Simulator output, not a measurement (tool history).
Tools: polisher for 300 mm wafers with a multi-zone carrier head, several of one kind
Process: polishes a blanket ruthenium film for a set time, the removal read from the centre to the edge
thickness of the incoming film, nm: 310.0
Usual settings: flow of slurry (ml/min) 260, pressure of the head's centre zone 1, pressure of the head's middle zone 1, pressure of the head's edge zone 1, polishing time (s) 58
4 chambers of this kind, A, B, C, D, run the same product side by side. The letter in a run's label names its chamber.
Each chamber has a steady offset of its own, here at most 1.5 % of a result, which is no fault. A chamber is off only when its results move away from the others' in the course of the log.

run,hour,flow of slurry (ml/min),pressure of the head's centre zone,pressure of the head's middle zone,pressure of the head's edge zone,polishing time (s),film removed at the wafer's centre (Å),film removed at mid-radius (Å),film removed at the wafer's edge (Å)
1C,3.3,260,1,1,1,58,1237,1228.8,1247.1
2A,7.4,260,1,1,1,58,1226.7,1251.1,1264.1
# hour 9.6: chamber A: worn pad replaced by a new one
3D,11.1,260,1,1,1,58,1240,1234.4,1212.5
4B,15.5,260,1,1,1,58,1234.1,1247.6,1208
# hour 16.7: chamber D: worn pad replaced by a new one
5A,20.2,260,1,1,1,58,1216.7,1227.4,1256.8
6C,24.9,260,1,1,1,58,1238.7,1232.8,1222.3
7D,27.5,260,1,1,1,58,1222.4,1231.6,1228.4
8B,32.6,260,1,1,1,58,1240.4,1236.9,1212.5
9A,37.6,260,1,1,1,58,1217.6,1232.7,1245.5
10C,41.9,260,1,1,1,58,1246.9,1241.3,1235.8
11B,44.5,260,1,1,1.06,58,1236.3,1232,1267.6
12D,48.6,260,1,1,1.06,58,1230.4,1215.7,1243.6
13C,50.9,260,1,1,1.06,58,1229.5,1241.3,1278.5
14D,53.7,260,1,1,1.06,58,1201.7,1201.6,1270.8
15B,57.1,260,1,1,1,58,1225.3,1221.1,1215.4
# hour 57.7: chamber A: worn pad replaced by a new one
# hour 60.9: chamber A: edge zone pressure recalibrated
16A,61.8,260,1,1,1,58,1219.1,1249.5,1249.9
# hour 64.5: chamber B: worn pad replaced by a new one
17B,66.1,260,1,1,1,58,1220.9,1228.4,1226.8
# hour 67.9: chamber C: worn pad replaced by a new one
18A,70.2,260,1,1.08,1,58,1230.1,1340.2,1256.4
19C,74.9,260,1,1.08,1,58,1242.6,1339.8,1242.8
20D,79.7,260,1,1.08,1,58,1170.7,1279.2,1208.3
# hour 80.8: chamber D: worn pad replaced by a new one
21B,82.2,260,1,1.08,1,58,1219.9,1310.4,1227.3
22D,86.1,260,1,1,1,58,1181.1,1173.8,1192.1
23A,90.7,260,1.1,1.08,1,58,1369,1340.9,1253.5
24C,93.5,260,1.1,1.08,1,58,1379.1,1318,1229.2
25D,97.7,260,1.1,1.08,1,58,1295.2,1272.7,1192.6
26A,100.8,260,1.1,1.08,1,58,1349.9,1339.6,1253.5
27C,105.5,260,1,1,1,58,1240.6,1247,1246.3
# hour 106.9: chamber A: worn pad replaced by a new one
28B,110.1,260,1,1,1,58,1243.2,1221.7,1223.6
29A,112.7,260,1,0.93,1,71,1503.7,1411.9,1511.7
# hour 114.6: chamber B: slurry nozzle cleaned
30D,115.3,260,1,0.93,1,71,1387.1,1332.8,1429.2
31C,119.8,260,1,0.93,1,71,1519.6,1427.2,1500.3
32B,123,260,1,0.93,1,71,1506.8,1415.5,1495

What goes on in this fleet: one chamber off, a drifting gauge, or nothing beyond the chambers' own small offsets? Name the chamber and the cause, if any.

Chamber D drifts away from the others.
Cause: slurry flow missing at the pad, % = 39.4.

Here are 4 candidates for chamber D's next run, each the usual settings with a change, their results left as question marks. Which one brings its results back in line with what the others give on the usual settings?
In line means no further than this from the other chambers' mean on the usual settings: film removed at the wafer's centre (Å) 43; film removed at mid-radius (Å) 31; film removed at the wafer's edge (Å) 36
33D-1,126.7,255,0.99,0.99,1.01,54,?,?,?
33D-2,126.7,250,0.97,0.97,1.02,51,?,?,?
33D-3,126.7,265,1.01,1.01,0.99,62,?,?,?
33D-4,126.7,275,1.03,1.03,0.98,66,?,?,?

The other chambers' mean on the usual settings: film removed at the wafer's centre (Å) 1230.5; film removed at mid-radius (Å) 1238.8; film removed at the wafer's edge (Å) 1236.6
run,film removed at the wafer's centre (Å),film removed at mid-radius (Å),film removed at the wafer's edge (Å)
33D-1,1038.1,1043.3,1085.7
33D-2,954.17,963.63,1028.2
33D-3,1228.8,1228.6,1239.7
33D-4,1347,1340.3,1318.7
33D-3 brings the chamber back in line.
